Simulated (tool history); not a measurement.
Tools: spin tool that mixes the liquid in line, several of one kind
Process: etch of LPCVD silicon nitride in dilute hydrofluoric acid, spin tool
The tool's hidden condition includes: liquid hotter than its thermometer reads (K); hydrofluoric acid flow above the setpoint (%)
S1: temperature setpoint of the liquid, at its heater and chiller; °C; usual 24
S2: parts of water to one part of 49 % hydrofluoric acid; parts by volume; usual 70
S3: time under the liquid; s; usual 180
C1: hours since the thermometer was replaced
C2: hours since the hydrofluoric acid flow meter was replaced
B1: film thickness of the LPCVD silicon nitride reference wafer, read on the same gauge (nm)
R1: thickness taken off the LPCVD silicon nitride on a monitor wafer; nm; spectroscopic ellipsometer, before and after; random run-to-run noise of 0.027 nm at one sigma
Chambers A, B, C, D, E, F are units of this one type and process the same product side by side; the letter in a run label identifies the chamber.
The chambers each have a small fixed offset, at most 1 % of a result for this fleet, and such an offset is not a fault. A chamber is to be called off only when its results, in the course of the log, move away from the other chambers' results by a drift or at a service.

run   hour    S1  S2   S3      C1      C2      B1       R1
 1E     11    24  70  180   284.8   264.7  30.003   1.2068
 2D   16.9    24  70  180  1817.4   846.6  30.007   1.2671
 3A   24.9    24  70  180     965   550.4  30.015    1.268
 4B   32.5    24  70  180   380.9   923.8  30.017   1.2704
 5C   44.9    24  70  180   299.2   263.5  30.009   1.2361
 6F   54.6    24  70  180  1834.2  1071.8  29.984   1.2152
 7F   61.7    24  70  180  1841.3  1078.9  29.995   1.2793
 8D   69.1    24  70  180  1869.6   898.8   29.99   1.2118
 9C   75.1    24  70  180   329.4   293.7   30.01   1.2711
10E   82.7    24  70  180   356.5   336.4  29.997   1.2351
11A   88.3    24  70  180  1028.4   613.8  30.006   1.1747
12B   97.1    24  70  180   445.5   988.4  29.982    1.226
13C  104.8    24  70  180   359.1   323.4  30.006   1.2543
14E  116.1    24  70  180   389.9   369.8  30.006   1.2492
     117.1  -- chamber F: thermometer replaced
15F  123.4    24  70  145     6.3  1140.6  29.992   1.0182
16D  129.8    24  70  145  1930.3   959.5  29.976   1.0399
17B    137    24  70  145   485.4  1028.3  30.002   1.0124
18A  146.3    24  70  145  1086.4   671.8  29.999  0.99839
19F  155.5    24  70  145    38.4  1172.7  30.001  0.98171
20A  163.1    24  70  145  1103.2   688.6  29.996   1.0073
21C  173.7    24  70  180     428   392.3  30.009   1.3003
22E  181.7    24  70  180   455.5   435.4  30.016   1.2123
23D  187.7    24  70  180  1988.2  1017.4  29.996    1.233
24B  196.5    24  70  180   544.9  1087.8  29.991    1.189
25C  202.5    24  70  180   456.8   421.1  30.013   1.2102
26F  208.6    24  70  180    91.5  1225.8  30.014   1.2295
27D  220.7    24  70  180  2021.2  1050.4  29.985   1.2602
28B  230.5    24  70  180   578.9  1121.8  30.013   1.2518
29A    241    24  70  180  1181.1   766.5  30.007   1.2284
30E  249.4    24  70  180   523.2   503.1  30.009   1.2413
31E  255.6    24  70  180   529.4   509.3  30.004   1.2368
32F  264.5    24  70  180   147.4  1281.7  29.983   1.2109
     265.4  -- chamber F: hydrofluoric acid flow meter replaced
33A  271.6  21.5  70  110  1211.7   797.1  30.009  0.62415
34B  284.2  21.5  70  110   632.6  1175.5   30.01  0.64426
35D  295.5  21.5  70  110    2096  1125.2  29.994  0.64834
36C  308.3  21.5  70  110   562.6   526.9      30  0.63467
37F  316.9  21.5  70  110   199.8    51.6  30.005  0.63685
38A  327.9  21.5  70  110    1268   853.4  30.001  0.64915
     331.7  -- chamber C: thermometer replaced
39E  337.2    24  70  180     611   590.9  30.019   1.2275
40C  349.3    24  70  180    17.7   567.9  30.017   1.2411
41D  355.6    24  70  180  2156.1  1185.3  30.023   1.2152

Which is it: a chamber that has drifted or been left off by a service, a gauge drift common to all chambers, or only each chamber's usual small offset? If a chamber is off, name it and its likeliest cause.

No chamber stands off beyond its own small offset, and the gauge holds steady.
